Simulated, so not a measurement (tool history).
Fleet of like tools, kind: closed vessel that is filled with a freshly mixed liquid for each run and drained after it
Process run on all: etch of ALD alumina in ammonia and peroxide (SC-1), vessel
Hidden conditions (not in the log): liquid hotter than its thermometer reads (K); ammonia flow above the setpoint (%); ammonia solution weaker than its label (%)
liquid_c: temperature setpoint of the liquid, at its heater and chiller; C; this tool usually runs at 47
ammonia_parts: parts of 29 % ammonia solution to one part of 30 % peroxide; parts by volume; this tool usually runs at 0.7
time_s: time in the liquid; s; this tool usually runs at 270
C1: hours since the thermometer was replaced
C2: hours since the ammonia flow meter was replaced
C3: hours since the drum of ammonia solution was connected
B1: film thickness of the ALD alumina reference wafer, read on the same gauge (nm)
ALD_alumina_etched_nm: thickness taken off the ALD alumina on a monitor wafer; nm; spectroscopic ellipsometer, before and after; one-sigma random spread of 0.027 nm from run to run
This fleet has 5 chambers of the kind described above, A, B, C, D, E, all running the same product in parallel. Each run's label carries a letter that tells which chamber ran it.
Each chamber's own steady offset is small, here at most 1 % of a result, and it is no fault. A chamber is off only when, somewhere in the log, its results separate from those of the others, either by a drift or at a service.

{"run": "1D", "day": 0.475, "liquid_c": 47, "ammonia_parts": 0.7, "time_s": 270, "C1": 781.4, "C2": 301.4, "C3": 213.4, "B1": 70.04, "ALD_alumina_etched_nm": 8.2588}
{"run": "2E", "day": 0.879, "liquid_c": 47, "ammonia_parts": 0.7, "time_s": 270, "C1": 976.8, "C2": 452.5, "C3": 268.9, "B1": 69.968, "ALD_alumina_etched_nm": 8.2016}
{"run": "3A", "day": 1.175, "liquid_c": 47, "ammonia_parts": 0.7, "time_s": 270, "C1": 568, "C2": 323, "C3": 142.3, "B1": 69.973, "ALD_alumina_etched_nm": 8.1753}
{"run": "4C", "day": 1.512, "liquid_c": 47, "ammonia_parts": 0.7, "time_s": 270, "C1": 2303.4, "C2": 352.8, "C3": 200.8, "B1": 70.005, "ALD_alumina_etched_nm": 8.2029}
{"run": "5B", "day": 1.946, "liquid_c": 47, "ammonia_parts": 0.7, "time_s": 270, "C1": 1315.6, "C2": 1668.3, "C3": 134, "B1": 69.982, "ALD_alumina_etched_nm": 8.2383}
{"day": 2.179, "done": "chamber B: ammonia flow meter replaced"}
{"run": "6C", "day": 2.442, "liquid_c": 47, "ammonia_parts": 0.7, "time_s": 270, "C1": 2325.7, "C2": 375.1, "C3": 223.1, "B1": 69.986, "ALD_alumina_etched_nm": 8.1907}
{"run": "7B", "day": 2.942, "liquid_c": 47, "ammonia_parts": 0.7, "time_s": 270, "C1": 1339.5, "C2": 18.4, "C3": 157.9, "B1": 70.021, "ALD_alumina_etched_nm": 8.2498}
{"run": "8D", "day": 3.388, "liquid_c": 47, "ammonia_parts": 0.7, "time_s": 270, "C1": 851.3, "C2": 371.3, "C3": 283.3, "B1": 69.957, "ALD_alumina_etched_nm": 8.2307}
{"run": "9A", "day": 3.896, "liquid_c": 47, "ammonia_parts": 0.7, "time_s": 270, "C1": 633.3, "C2": 388.3, "C3": 207.6, "B1": 69.988, "ALD_alumina_etched_nm": 8.21}
{"run": "10E", "day": 4.25, "liquid_c": 47, "ammonia_parts": 0.7, "time_s": 205, "C1": 1057.7, "C2": 533.4, "C3": 349.8, "B1": 69.964, "ALD_alumina_etched_nm": 6.1961}
{"run": "11A", "day": 4.638, "liquid_c": 47, "ammonia_parts": 0.7, "time_s": 205, "C1": 651.1, "C2": 406.1, "C3": 225.4, "B1": 70, "ALD_alumina_etched_nm": 6.2314}
{"run": "12C", "day": 4.908, "liquid_c": 47, "ammonia_parts": 0.7, "time_s": 205, "C1": 2384.9, "C2": 434.3, "C3": 282.3, "B1": 70.027, "ALD_alumina_etched_nm": 6.278}
{"run": "13D", "day": 5.204, "liquid_c": 47, "ammonia_parts": 0.7, "time_s": 205, "C1": 894.9, "C2": 414.9, "C3": 326.9, "B1": 69.987, "ALD_alumina_etched_nm": 6.2933}
{"run": "14E", "day": 5.562, "liquid_c": 47, "ammonia_parts": 0.7, "time_s": 205, "C1": 1089.2, "C2": 564.9, "C3": 381.3, "B1": 69.993, "ALD_alumina_etched_nm": 6.1993}
{"run": "15B", "day": 5.904, "liquid_c": 47, "ammonia_parts": 0.7, "time_s": 270, "C1": 1410.6, "C2": 89.5, "C3": 229, "B1": 70.044, "ALD_alumina_etched_nm": 8.2039}
{"run": "16C", "day": 6.45, "liquid_c": 47, "ammonia_parts": 0.7, "time_s": 270, "C1": 2421.9, "C2": 471.3, "C3": 319.3, "B1": 70.004, "ALD_alumina_etched_nm": 8.2573}
{"run": "17E", "day": 7.0, "liquid_c": 38.5, "ammonia_parts": 0.7, "time_s": 170, "C1": 1123.7, "C2": 599.4, "C3": 415.8, "B1": 70.017, "ALD_alumina_etched_nm": 3.1393}
{"run": "18A", "day": 7.346, "liquid_c": 38.5, "ammonia_parts": 0.7, "time_s": 170, "C1": 716.1, "C2": 471.1, "C3": 290.4, "B1": 69.986, "ALD_alumina_etched_nm": 3.205}
{"run": "19D", "day": 7.738, "liquid_c": 38.5, "ammonia_parts": 0.7, "time_s": 170, "C1": 955.7, "C2": 475.7, "C3": 387.7, "B1": 70.002, "ALD_alumina_etched_nm": 3.1539}
{"day": 7.742, "done": "chamber A: new drum of ammonia solution connected"}
{"run": "20B", "day": 8.062, "liquid_c": 38.5, "ammonia_parts": 0.7, "time_s": 170, "C1": 1462.4, "C2": 141.3, "C3": 280.8, "B1": 69.992, "ALD_alumina_etched_nm": 3.1813}
{"run": "21A", "day": 8.571, "liquid_c": 38.5, "ammonia_parts": 0.7, "time_s": 170, "C1": 745.5, "C2": 500.5, "C3": 20, "B1": 69.982, "ALD_alumina_etched_nm": 3.2413}
{"day": 8.917, "done": "chamber C: new drum of ammonia solution connected"}
{"run": "22B", "day": 8.946, "liquid_c": 47, "ammonia_parts": 0.7, "time_s": 270, "C1": 1483.6, "C2": 162.5, "C3": 302, "B1": 70.035, "ALD_alumina_etched_nm": 8.1944}
{"run": "23E", "day": 9.217, "liquid_c": 47, "ammonia_parts": 0.7, "time_s": 270, "C1": 1176.9, "C2": 652.6, "C3": 469, "B1": 70.019, "ALD_alumina_etched_nm": 8.1777}
{"day": 9.233, "done": "chamber B: new drum of ammonia solution connected"}
{"run": "24C", "day": 9.733, "liquid_c": 47, "ammonia_parts": 0.7, "time_s": 115, "C1": 2500.7, "C2": 550.1, "C3": 19.7, "B1": 69.943, "ALD_alumina_etched_nm": 3.4981}
{"run": "25D", "day": 10.162, "liquid_c": 47, "ammonia_parts": 0.7, "time_s": 115, "C1": 1013.9, "C2": 533.9, "C3": 445.9, "B1": 70.019, "ALD_alumina_etched_nm": 3.5183}
{"run": "26C", "day": 10.462, "liquid_c": 47, "ammonia_parts": 0.7, "time_s": 115, "C1": 2518.2, "C2": 567.6, "C3": 37.2, "B1": 70.023, "ALD_alumina_etched_nm": 3.4994}
{"run": "27D", "day": 10.967, "liquid_c": 47, "ammonia_parts": 0.7, "time_s": 115, "C1": 1033.2, "C2": 553.2, "C3": 465.2, "B1": 70.039, "ALD_alumina_etched_nm": 3.5136}
{"run": "28E", "day": 11.221, "liquid_c": 47, "ammonia_parts": 0.7, "time_s": 115, "C1": 1225, "C2": 700.7, "C3": 517.1, "B1": 69.977, "ALD_alumina_etched_nm": 3.4795}
{"run": "29A", "day": 11.75, "liquid_c": 47, "ammonia_parts": 0.7, "time_s": 270, "C1": 821.8, "C2": 576.8, "C3": 96.3, "B1": 69.975, "ALD_alumina_etched_nm": 8.4396}
{"run": "30B", "day": 12.188, "liquid_c": 47, "ammonia_parts": 0.7, "time_s": 270, "C1": 1561.4, "C2": 240.3, "C3": 70.9, "B1": 70.013, "ALD_alumina_etched_nm": 8.2506}
{"day": 12.388, "done": "chamber B: thermometer replaced"}
{"run": "31B", "day": 12.533, "liquid_c": 47, "ammonia_parts": 0.7, "time_s": 150, "C1": 3.5, "C2": 248.6, "C3": 79.2, "B1": 69.959, "ALD_alumina_etched_nm": 4.5294}
{"run": "32E", "day": 13.092, "liquid_c": 47, "ammonia_parts": 0.7, "time_s": 150, "C1": 1269.9, "C2": 745.6, "C3": 562, "B1": 69.972, "ALD_alumina_etched_nm": 4.537}
{"run": "33A", "day": 13.546, "liquid_c": 47, "ammonia_parts": 0.7, "time_s": 150, "C1": 864.9, "C2": 619.9, "C3": 139.4, "B1": 70.002, "ALD_alumina_etched_nm": 4.7263}
{"run": "34D", "day": 13.804, "liquid_c": 47, "ammonia_parts": 0.7, "time_s": 150, "C1": 1101.3, "C2": 621.3, "C3": 533.3, "B1": 69.958, "ALD_alumina_etched_nm": 4.5652}
{"run": "35C", "day": 14.246, "liquid_c": 47, "ammonia_parts": 0.7, "time_s": 150, "C1": 2609, "C2": 658.4, "C3": 128, "B1": 70.027, "ALD_alumina_etched_nm": 4.5739}
{"run": "36D", "day": 14.738, "liquid_c": 47, "ammonia_parts": 0.7, "time_s": 270, "C1": 1123.7, "C2": 643.7, "C3": 555.7, "B1": 69.984, "ALD_alumina_etched_nm": 8.2587}
{"run": "37E", "day": 15.1, "liquid_c": 47, "ammonia_parts": 0.7, "time_s": 270, "C1": 1318.1, "C2": 793.8, "C3": 610.2, "B1": 70.007, "ALD_alumina_etched_nm": 8.1764}
{"run": "38C", "day": 15.683, "liquid_c": 47, "ammonia_parts": 0.7, "time_s": 270, "C1": 2643.5, "C2": 692.9, "C3": 162.5, "B1": 69.953, "ALD_alumina_etched_nm": 8.1861}
{"run": "39A", "day": 16.042, "liquid_c": 47, "ammonia_parts": 0.7, "time_s": 270, "C1": 924.8, "C2": 679.8, "C3": 199.3, "B1": 70.014, "ALD_alumina_etched_nm": 8.5595}

Is one chamber off against the others, does the gauge drift, or is nothing wrong? If a chamber is off, say which, and what the likeliest cause is.

Little by little, chamber A moves away from the other chambers.
Most likely cause: liquid hotter than its thermometer reads (K) = 0.827.

Chamber A could run next with any of the 4 candidate recipes listed below; each alters the usual settings, and their results appear as question marks. Which one brings its results back in line with what the other chambers deliver on the usual settings?
Allowed miss from the other chambers' usual-settings mean, per result, to count as in line: ALD_alumina_etched_nm 0.093 nm
{"run": "40A-1", "day": 16.462, "liquid_c": 46.5, "ammonia_parts": 0.7, "time_s": 265, "ALD_alumina_etched_nm": "?"}
{"run": "40A-2", "day": 16.462, "liquid_c": 47.5, "ammonia_parts": 0.7, "time_s": 275, "ALD_alumina_etched_nm": "?"}
{"run": "40A-3", "day": 16.462, "liquid_c": 48.5, "ammonia_parts": 0.7, "time_s": 270, "ALD_alumina_etched_nm": "?"}
{"run": "40A-4", "day": 16.462, "liquid_c": 45.5, "ammonia_parts": 0.7, "time_s": 270, "ALD_alumina_etched_nm": "?"}

Mean of the other chambers on the usual settings: ALD_alumina_etched_nm 8.2207 nm
run=40A-1 ALD_alumina_etched_nm=8.1766
run=40A-2 ALD_alumina_etched_nm=8.9672
run=40A-3 ALD_alumina_etched_nm=9.3059
run=40A-4 ALD_alumina_etched_nm=7.88
40A-1 brings the chamber back in line.
